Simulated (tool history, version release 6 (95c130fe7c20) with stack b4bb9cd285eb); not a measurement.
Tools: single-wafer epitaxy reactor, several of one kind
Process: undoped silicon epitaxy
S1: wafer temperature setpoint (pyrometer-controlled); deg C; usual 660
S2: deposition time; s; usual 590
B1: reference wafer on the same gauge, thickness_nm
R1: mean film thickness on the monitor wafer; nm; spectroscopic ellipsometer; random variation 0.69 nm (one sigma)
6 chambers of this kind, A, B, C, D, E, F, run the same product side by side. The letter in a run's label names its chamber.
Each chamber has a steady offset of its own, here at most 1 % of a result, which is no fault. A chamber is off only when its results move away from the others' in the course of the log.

{"run": "1B", "hour": 9.1, "S1": 660, "S2": 590, "B1": 120.88, "R1": 123.28}
{"run": "2C", "hour": 18.1, "S1": 660, "S2": 590, "B1": 120.84, "R1": 123.36}
{"run": "3F", "hour": 27.8, "S1": 660, "S2": 590, "B1": 120.91, "R1": 123.45}
{"run": "4E", "hour": 35.9, "S1": 660, "S2": 590, "B1": 120.86, "R1": 122.59}
{"run": "5A", "hour": 44.7, "S1": 660, "S2": 590, "B1": 121.21, "R1": 122.35}
{"run": "6D", "hour": 52.7, "S1": 660, "S2": 590, "B1": 120.94, "R1": 123.29}
{"run": "7B", "hour": 59.1, "S1": 649, "S2": 508, "B1": 120.85, "R1": 84.18}
{"run": "8D", "hour": 68.5, "S1": 649, "S2": 508, "B1": 121.01, "R1": 83.387}
{"run": "9A", "hour": 73.1, "S1": 649, "S2": 508, "B1": 120.99, "R1": 83.386}
{"run": "10E", "hour": 78.1, "S1": 649, "S2": 508, "B1": 120.79, "R1": 83.763}
{"run": "11F", "hour": 86.5, "S1": 649, "S2": 508, "B1": 121.12, "R1": 84.207}
{"hour": 93.1, "done": "chamber D: pyrometer calibrated"}
{"run": "12C", "hour": 95.7, "S1": 649, "S2": 508, "B1": 120.9, "R1": 83.605}
{"run": "13B", "hour": 103.4, "S1": 667, "S2": 590, "B1": 120.87, "R1": 143.84}
{"run": "14C", "hour": 110.9, "S1": 667, "S2": 590, "B1": 120.9, "R1": 143.07}
{"run": "15E", "hour": 117.1, "S1": 667, "S2": 590, "B1": 120.92, "R1": 143.06}
{"run": "16F", "hour": 124.3, "S1": 667, "S2": 590, "B1": 121.01, "R1": 143.1}
{"run": "17A", "hour": 132.4, "S1": 667, "S2": 590, "B1": 120.86, "R1": 142.6}
{"run": "18D", "hour": 140.3, "S1": 667, "S2": 590, "B1": 121.07, "R1": 143.89}
{"run": "19E", "hour": 150.0, "S1": 671, "S2": 541, "B1": 121.21, "R1": 144}
{"run": "20A", "hour": 159.3, "S1": 671, "S2": 541, "B1": 121.09, "R1": 142.38}
{"run": "21F", "hour": 166.4, "S1": 671, "S2": 541, "B1": 120.78, "R1": 141.37}
{"run": "22D", "hour": 172.3, "S1": 671, "S2": 541, "B1": 121.02, "R1": 142.8}
{"hour": 172.5, "done": "chamber A: pyrometer calibrated"}
{"run": "23B", "hour": 178.8, "S1": 671, "S2": 541, "B1": 121.03, "R1": 141.54}
{"run": "24C", "hour": 187.6, "S1": 671, "S2": 541, "B1": 120.96, "R1": 142.35}
{"run": "25C", "hour": 196.4, "S1": 660, "S2": 590, "B1": 121.03, "R1": 122.78}
{"run": "26E", "hour": 201.8, "S1": 660, "S2": 590, "B1": 120.95, "R1": 122.64}
{"run": "27D", "hour": 207.1, "S1": 674, "S2": 641, "B1": 121.03, "R1": 182.1}
{"run": "28B", "hour": 213.1, "S1": 674, "S2": 641, "B1": 121.22, "R1": 178.56}
{"run": "29A", "hour": 221.8, "S1": 674, "S2": 641, "B1": 121.15, "R1": 167}
{"run": "30F", "hour": 230.0, "S1": 674, "S2": 641, "B1": 121.09, "R1": 179.63}
{"run": "31D", "hour": 237.2, "S1": 674, "S2": 641, "B1": 120.98, "R1": 178.5}
{"run": "32B", "hour": 241.5, "S1": 674, "S2": 641, "B1": 120.87, "R1": 178.61}
{"hour": 241.9, "done": "chamber E: pyrometer calibrated"}
{"run": "33C", "hour": 247.7, "S1": 660, "S2": 590, "B1": 120.97, "R1": 122.05}
{"run": "34E", "hour": 252.1, "S1": 660, "S2": 508, "B1": 120.71, "R1": 106.83}
{"run": "35A", "hour": 256.4, "S1": 660, "S2": 508, "B1": 121.04, "R1": 97.264}
{"run": "36F", "hour": 265.7, "S1": 660, "S2": 508, "B1": 121.02, "R1": 105.15}
{"run": "37B", "hour": 275.1, "S1": 660, "S2": 508, "B1": 120.83, "R1": 107.01}
{"run": "38E", "hour": 282.8, "S1": 660, "S2": 508, "B1": 120.96, "R1": 106.21}

All 6 chambers run these settings next. Forecast each chamber's results:
{"run": "39A", "hour": 289.9, "S1": 660, "S2": 678, "R1": "?"}
{"run": "39B", "hour": 289.9, "S1": 660, "S2": 678, "R1": "?"}
{"run": "39C", "hour": 289.9, "S1": 660, "S2": 678, "R1": "?"}
{"run": "39D", "hour": 289.9, "S1": 660, "S2": 678, "R1": "?"}
{"run": "39E", "hour": 289.9, "S1": 660, "S2": 678, "R1": "?"}
{"run": "39F", "hour": 289.9, "S1": 660, "S2": 678, "R1": "?"}

run=39A R1=132.16
run=39B R1=142.04
run=39C R1=141.35
run=39D R1=142.32
run=39E R1=142.91
run=39F R1=142.69
